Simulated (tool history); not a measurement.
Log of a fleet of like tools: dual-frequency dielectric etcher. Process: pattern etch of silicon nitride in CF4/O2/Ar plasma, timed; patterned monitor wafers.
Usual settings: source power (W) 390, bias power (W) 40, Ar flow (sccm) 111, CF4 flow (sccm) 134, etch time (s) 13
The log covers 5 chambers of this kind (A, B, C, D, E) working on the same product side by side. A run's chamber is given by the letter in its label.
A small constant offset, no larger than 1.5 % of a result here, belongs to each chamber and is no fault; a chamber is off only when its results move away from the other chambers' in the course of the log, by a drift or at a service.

run,hour,source power (W),bias power (W),Ar flow (sccm),CF4 flow (sccm),etch time (s),"read-back reference wafer on the same gauge, depth_nm",mean etch depth across the wafer (Å)
1D,4.2,390,40,111,134,13,15.717,185.98
2C,10.3,390,40,111,134,13,15.700,184.38
3A,14.3,390,40,111,134,13,15.694,188.11
4E,17.2,390,40,111,134,13,15.715,188.06
5B,22.8,390,34,111,134,13,15.693,177.24
6B,28.0,390,34,111,134,13,15.718,176.10
7E,33.8,390,34,111,134,13,15.695,178.42
8A,39.3,390,34,111,134,13,15.699,177.45
9C,45.3,390,34,111,134,13,15.726,175.98
10D,48.3,390,40,111,159,13,15.695,188.54
11A,53.0,390,40,111,159,13,15.697,189.94
12E,57.1,390,40,111,159,13,15.691,190.09
# hour 60.8: chamber D: wet clean of the chamber
13B,61.9,390,40,111,159,13,15.708,192.42
14D,65.2,390,40,111,159,13,15.693,198.84
15C,68.5,390,40,111,134,13,15.706,187.22
16B,72.0,390,40,111,134,13,15.719,186.15
17E,77.3,390,40,111,134,13,15.694,186.74
18D,80.2,390,40,111,134,13,15.708,194.13
19C,85.4,390,40,111,134,13,15.712,185.34
20A,90.0,390,40,111,164,13,15.695,192.54
21A,94.6,390,40,111,164,13,15.715,192.81
22E,100.0,390,40,111,164,13,15.698,190.79
23D,105.7,390,40,111,164,13,15.687,198.68
24B,110.8,390,40,111,164,13,15.707,192.22
25C,116.2,390,40,111,134,13,15.696,184.92
# hour 118.1: chamber B: source power generator calibrated
26A,121.1,390,40,126,134,10,15.695,142.56
27E,124.5,390,40,126,134,10,15.720,142.43
28D,128.2,390,40,126,134,10,15.691,146.28
# hour 129.2: chamber A: wet clean of the chamber
29B,132.2,390,40,126,134,10,15.720,142.78
30C,138.0,390,40,126,134,10,15.706,140.94
31C,142.3,390,40,111,116,10,15.687,141.41
32E,148.2,390,40,111,116,10,15.697,141.40
33D,151.2,390,40,111,116,10,15.689,147.41
34B,156.6,390,40,111,116,10,15.732,141.62
35A,160.9,390,40,111,116,10,15.693,141.59
36C,166.7,390,40,91,134,10,15.700,145.17

Each of the 5 chambers runs these same settings next. Fill in every chamber's results:
37A,171.2,390,34,111,134,13,,?
37B,171.2,390,34,111,134,13,,?
37C,171.2,390,34,111,134,13,,?
37D,171.2,390,34,111,134,13,,?
37E,171.2,390,34,111,134,13,,?

run,mean etch depth across the wafer (Å)
37A,176.36
37B,178.52
37C,175.11
37D,183.64
37E,177.29
